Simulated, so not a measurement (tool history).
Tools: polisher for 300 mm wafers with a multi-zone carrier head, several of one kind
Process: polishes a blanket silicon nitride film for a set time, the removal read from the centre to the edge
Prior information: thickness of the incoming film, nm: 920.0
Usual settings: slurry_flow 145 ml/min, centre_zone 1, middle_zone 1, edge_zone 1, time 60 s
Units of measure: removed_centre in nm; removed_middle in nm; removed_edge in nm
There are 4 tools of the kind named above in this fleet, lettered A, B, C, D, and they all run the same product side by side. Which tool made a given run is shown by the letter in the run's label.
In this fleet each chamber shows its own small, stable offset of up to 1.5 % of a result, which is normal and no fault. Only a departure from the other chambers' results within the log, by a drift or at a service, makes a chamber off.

run	hour	slurry_flow	centre_zone	middle_zone	edge_zone	time	removed_centre	removed_middle	removed_edge
# hour 0.5: chamber D: worn pad replaced by a new one
1C	4.8	145	1	1	1	60	109.19	108.83	108.26
2D	11.8	145	1	1	1	60	107.27	105.87	108.64
3B	15.1	145	1	1	1	60	105.45	106.05	106.14
4A	19.8	145	1	1	1	60	106.13	111.09	105.99
5D	23.5	145	1	1	1	60	106.32	108.26	107.81
6B	28.5	145	1	1	1	60	107.91	108.04	108.71
7C	33.2	145	1	1	1	60	108.65	107.29	107.25
8A	37.5	145	1	1	1	60	105.75	110.76	106.82
9B	43	145	1	1	1	60	102.74	107.05	105.25
# hour 47.8: chamber A: worn pad replaced by a new one
10A	48.4	145	1	1	1	60	107.55	110.82	105.95
11C	52	145	1	1	1	60	106.36	109.56	105.48
12D	55.2	145	1	1	1	60	107.95	108.72	105.81
# hour 57.2: chamber C: worn pad replaced by a new one
13A	59.6	145	1	1	1	60	106.78	107.64	106.08
# hour 59.9: chamber C: centre zone pressure recalibrated
# hour 65.2: chamber B: centre zone pressure recalibrated
14D	66.1	145	1	1	1	60	107.72	107.84	106.07
15C	73.5	145	1	1	1	60	105.68	108.93	105.98
16B	80.1	145	0.93	1	0.93	60	94.497	103.83	98.86
17B	84.2	145	0.93	1	0.93	60	95.644	103.15	98.216
18A	90.8	145	0.93	1	0.93	60	100.07	110.2	102.58
19C	95.2	145	0.93	1	0.93	60	98.063	109.4	104.46
20D	99.2	145	1	1	1	60	110.13	106.69	106.19
21D	105.9	145	1	1	1.04	60	108.03	109.19	108.96
22B	110	145	1	1	1.04	60	96.71	98.246	103.15
23C	116.6	145	1	1	1.04	60	106.85	108.77	108.38
24A	123.8	145	1	1	1.04	60	106.38	109.08	110.29
25C	127	100	1	1	1	45	73.251	75.388	75.723
26A	132.9	100	1	1	1	45	73.422	74.922	74.918

Next, all 4 chambers run the settings below, one line each with question marks for the results. What does each chamber give?
27A	138.2	125	1	1	1	60	?	?	?
27B	138.2	125	1	1	1	60	?	?	?
27C	138.2	125	1	1	1	60	?	?	?
27D	138.2	125	1	1	1	60	?	?	?

run	removed_centre	removed_middle	removed_edge
27A	102.68	104.93	105.58
27B	95.292	93.849	96.252
27C	103.76	103.88	104.82
27D	102.86	105.22	104.9
